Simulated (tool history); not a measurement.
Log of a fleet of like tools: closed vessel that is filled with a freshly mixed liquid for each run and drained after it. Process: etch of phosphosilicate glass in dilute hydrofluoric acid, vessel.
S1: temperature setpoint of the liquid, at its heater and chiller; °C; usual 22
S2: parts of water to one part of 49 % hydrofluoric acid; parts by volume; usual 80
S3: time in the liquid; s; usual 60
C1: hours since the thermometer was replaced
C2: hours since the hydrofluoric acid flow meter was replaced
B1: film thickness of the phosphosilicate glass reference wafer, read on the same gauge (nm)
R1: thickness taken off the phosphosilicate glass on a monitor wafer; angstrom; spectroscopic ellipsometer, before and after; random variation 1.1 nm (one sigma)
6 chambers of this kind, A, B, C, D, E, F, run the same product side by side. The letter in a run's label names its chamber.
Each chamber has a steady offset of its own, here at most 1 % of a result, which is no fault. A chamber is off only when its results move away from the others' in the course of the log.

{"run": "1C", "hour": 7.0, "S1": 22, "S2": 80, "S3": 60, "C1": 1985.3, "C2": 1324.8, "B1": 29.969, "R1": 1272.8}
{"run": "2B", "hour": 16.7, "S1": 22, "S2": 80, "S3": 60, "C1": 447.7, "C2": 274.8, "B1": 30.004, "R1": 1282.6}
{"run": "3F", "hour": 29.3, "S1": 22, "S2": 80, "S3": 60, "C1": 1597.9, "C2": 139.6, "B1": 30, "R1": 1257.8}
{"run": "4A", "hour": 42.0, "S1": 22, "S2": 80, "S3": 60, "C1": 1975.5, "C2": 93.7, "B1": 29.983, "R1": 1294.6}
{"run": "5E", "hour": 48.0, "S1": 22, "S2": 50, "S3": 75, "C1": 1014.7, "C2": 206, "B1": 30.002, "R1": 2637.7}
{"run": "6D", "hour": 56.8, "S1": 22, "S2": 50, "S3": 75, "C1": 578.1, "C2": 480.4, "B1": 30.021, "R1": 2574.3}
{"run": "7F", "hour": 69.0, "S1": 22, "S2": 50, "S3": 75, "C1": 1637.6, "C2": 179.3, "B1": 29.968, "R1": 2668.9}
{"run": "8C", "hour": 79.2, "S1": 22, "S2": 50, "S3": 75, "C1": 2057.5, "C2": 1397, "B1": 29.942, "R1": 2592.3}
{"run": "9E", "hour": 87.3, "S1": 22, "S2": 50, "S3": 75, "C1": 1054, "C2": 245.3, "B1": 29.998, "R1": 2609.7}
{"run": "10B", "hour": 93.5, "S1": 22, "S2": 50, "S3": 75, "C1": 524.5, "C2": 351.6, "B1": 30.03, "R1": 2663.1}
{"run": "11A", "hour": 99.7, "S1": 22, "S2": 80, "S3": 60, "C1": 2033.2, "C2": 151.4, "B1": 30.023, "R1": 1281.6}
{"run": "12D", "hour": 107.1, "S1": 22, "S2": 80, "S3": 60, "C1": 628.4, "C2": 530.7, "B1": 30.003, "R1": 1238.9}
{"run": "13E", "hour": 114.5, "S1": 22, "S2": 80, "S3": 60, "C1": 1081.2, "C2": 272.5, "B1": 30.046, "R1": 1260.9}
{"run": "14F", "hour": 124.6, "S1": 22, "S2": 80, "S3": 60, "C1": 1693.2, "C2": 234.9, "B1": 30.003, "R1": 1265.3}
{"run": "15A", "hour": 135.5, "S1": 22, "S2": 80, "S3": 60, "C1": 2069, "C2": 187.2, "B1": 29.974, "R1": 1261.1}
{"run": "16B", "hour": 144.4, "S1": 22, "S2": 80, "S3": 60, "C1": 575.4, "C2": 402.5, "B1": 30.006, "R1": 1269.9}
{"run": "17C", "hour": 156.4, "S1": 19, "S2": 45, "S3": 60, "C1": 2134.7, "C2": 1474.2, "B1": 29.994, "R1": 2041.6}
{"run": "18D", "hour": 167.5, "S1": 19, "S2": 45, "S3": 60, "C1": 688.8, "C2": 591.1, "B1": 30.005, "R1": 2023.8}
{"run": "19C", "hour": 174.2, "S1": 19, "S2": 45, "S3": 60, "C1": 2152.5, "C2": 1492, "B1": 29.989, "R1": 2018.7}
{"run": "20A", "hour": 184.3, "S1": 19, "S2": 45, "S3": 60, "C1": 2117.8, "C2": 236, "B1": 30.028, "R1": 2062.9}
{"run": "21F", "hour": 193.6, "S1": 19, "S2": 45, "S3": 60, "C1": 1762.2, "C2": 303.9, "B1": 29.987, "R1": 2090.4}
{"run": "22D", "hour": 201.5, "S1": 19, "S2": 45, "S3": 60, "C1": 722.8, "C2": 625.1, "B1": 29.992, "R1": 2026.6}
{"run": "23B", "hour": 214.0, "S1": 22, "S2": 80, "S3": 60, "C1": 645, "C2": 472.1, "B1": 30.001, "R1": 1255}
{"run": "24E", "hour": 222.8, "S1": 22, "S2": 80, "S3": 60, "C1": 1189.5, "C2": 380.8, "B1": 29.983, "R1": 1250.5}
{"run": "25F", "hour": 229.5, "S1": 22, "S2": 80, "S3": 60, "C1": 1798.1, "C2": 339.8, "B1": 30.012, "R1": 1263.3}
{"run": "26C", "hour": 236.4, "S1": 22, "S2": 80, "S3": 60, "C1": 2214.7, "C2": 1554.2, "B1": 29.995, "R1": 1274.8}
{"run": "27D", "hour": 244.8, "S1": 26.5, "S2": 45, "S3": 60, "C1": 766.1, "C2": 668.4, "B1": 30.044, "R1": 2791.3}
{"run": "28E", "hour": 257.4, "S1": 26.5, "S2": 45, "S3": 60, "C1": 1224.1, "C2": 415.4, "B1": 30.028, "R1": 2824.2}
{"run": "29A", "hour": 270.1, "S1": 26.5, "S2": 45, "S3": 60, "C1": 2203.6, "C2": 321.8, "B1": 30.024, "R1": 2775.2}
{"run": "30B", "hour": 279.5, "S1": 26.5, "S2": 45, "S3": 60, "C1": 710.5, "C2": 537.6, "B1": 29.997, "R1": 2826.5}
{"run": "31E", "hour": 285.9, "S1": 26.5, "S2": 45, "S3": 60, "C1": 1252.6, "C2": 443.9, "B1": 30.027, "R1": 2797.9}
{"run": "32F", "hour": 297.9, "S1": 26.5, "S2": 45, "S3": 60, "C1": 1866.5, "C2": 408.2, "B1": 30.015, "R1": 2824.5}
{"run": "33A", "hour": 306.6, "S1": 22, "S2": 80, "S3": 60, "C1": 2240.1, "C2": 358.3, "B1": 30.021, "R1": 1205.6}
{"run": "34C", "hour": 315.5, "S1": 22, "S2": 80, "S3": 60, "C1": 2293.8, "C2": 1633.3, "B1": 30.006, "R1": 1270.8}
{"hour": 325.9, "done": "chamber B: hydrofluoric acid flow meter replaced"}
{"run": "35B", "hour": 326.5, "S1": 22, "S2": 80, "S3": 60, "C1": 757.5, "C2": 0.7, "B1": 29.986, "R1": 1283.1}
{"run": "36D", "hour": 339.3, "S1": 22, "S2": 80, "S3": 60, "C1": 860.6, "C2": 762.9, "B1": 30.01, "R1": 1265.4}
{"run": "37D", "hour": 350.2, "S1": 18, "S2": 80, "S3": 90, "C1": 871.5, "C2": 773.8, "B1": 30.003, "R1": 1610.1}
{"run": "38F", "hour": 361.6, "S1": 18, "S2": 80, "S3": 90, "C1": 1930.2, "C2": 471.9, "B1": 30.001, "R1": 1635.8}
{"run": "39C", "hour": 373.0, "S1": 18, "S2": 80, "S3": 90, "C1": 2351.3, "C2": 1690.8, "B1": 29.991, "R1": 1603.6}
{"run": "40E", "hour": 379.2, "S1": 18, "S2": 80, "S3": 90, "C1": 1345.9, "C2": 537.2, "B1": 29.993, "R1": 1619.6}
{"run": "41A", "hour": 385.8, "S1": 18, "S2": 80, "S3": 90, "C1": 2319.3, "C2": 437.5, "B1": 30.036, "R1": 1478.1}

Next, every chamber runs the same settings. What will each give?
{"run": "42A", "hour": 395.7, "S1": 22, "S2": 80, "S3": 30, "R1": "?"}
{"run": "42B", "hour": 395.7, "S1": 22, "S2": 80, "S3": 30, "R1": "?"}
{"run": "42C", "hour": 395.7, "S1": 22, "S2": 80, "S3": 30, "R1": "?"}
{"run": "42D", "hour": 395.7, "S1": 22, "S2": 80, "S3": 30, "R1": "?"}
{"run": "42E", "hour": 395.7, "S1": 22, "S2": 80, "S3": 30, "R1": "?"}
{"run": "42F", "hour": 395.7, "S1": 22, "S2": 80, "S3": 30, "R1": "?"}

run=42A R1=591.97
run=42B R1=636.6
run=42C R1=630.21
run=42D R1=629.74
run=42E R1=629.51
run=42F R1=623.02
